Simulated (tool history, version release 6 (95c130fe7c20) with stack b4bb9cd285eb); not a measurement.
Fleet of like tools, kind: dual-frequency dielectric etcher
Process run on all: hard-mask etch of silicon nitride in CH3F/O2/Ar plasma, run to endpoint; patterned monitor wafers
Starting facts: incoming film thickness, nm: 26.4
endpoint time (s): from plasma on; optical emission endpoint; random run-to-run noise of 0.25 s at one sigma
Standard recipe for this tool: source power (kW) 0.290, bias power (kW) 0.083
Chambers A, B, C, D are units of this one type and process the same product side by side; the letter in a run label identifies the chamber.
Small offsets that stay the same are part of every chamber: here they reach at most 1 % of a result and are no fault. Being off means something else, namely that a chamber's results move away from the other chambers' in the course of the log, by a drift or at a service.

run	hour	source power (kW)	bias power (kW)	endpoint time (s)
1C	6.4	0.290	0.083	41.439
2B	11.6	0.290	0.083	40.825
3D	19.1	0.290	0.083	40.680
4A	27.2	0.290	0.083	40.478
# hour 28.5: chamber A: wet clean of the chamber
# hour 30.2: chamber C: source power generator calibrated
5A	32.7	0.290	0.083	40.895
6D	39.6	0.290	0.083	40.872
7B	46.0	0.290	0.083	41.238
8C	54.4	0.290	0.083	41.139
9A	59.1	0.290	0.083	41.227
10C	66.9	0.290	0.103	37.878
11B	75.1	0.290	0.103	37.905
12D	82.8	0.290	0.103	37.476
13A	88.9	0.290	0.103	37.945
14C	97.6	0.290	0.083	40.791
15D	106.1	0.290	0.083	40.941
16B	111.9	0.290	0.083	41.269
17C	117.2	0.290	0.083	40.871
18D	125.6	0.290	0.083	40.454
19B	131.3	0.330	0.083	39.194
20A	136.7	0.330	0.083	39.037
21A	143.2	0.330	0.083	38.902
22C	152.7	0.330	0.083	38.793
23D	161.8	0.290	0.083	40.809
24B	166.9	0.290	0.083	41.359
25B	172.3	0.290	0.083	40.904
26A	178.8	0.350	0.103	35.142
27D	186.4	0.350	0.103	34.914
28C	195.0	0.350	0.103	35.731
# hour 200.5: chamber C: wet clean of the chamber
29B	204.6	0.350	0.103	35.504
# hour 209.7: chamber D: source power generator calibrated
30A	209.9	0.290	0.083	40.837
31D	216.1	0.290	0.083	40.745
32C	221.4	0.290	0.083	40.865
33D	229.7	0.290	0.083	40.941
34A	235.6	0.290	0.083	41.183

Decide between three cases: one chamber stands off from its peers, the gauge reading all wafers drifts, or nothing is wrong past each chamber's small offset. Where a chamber is off, say which and what most likely put it there.

All chambers stay in line apart from their small fixed offsets, and the gauge does not drift.
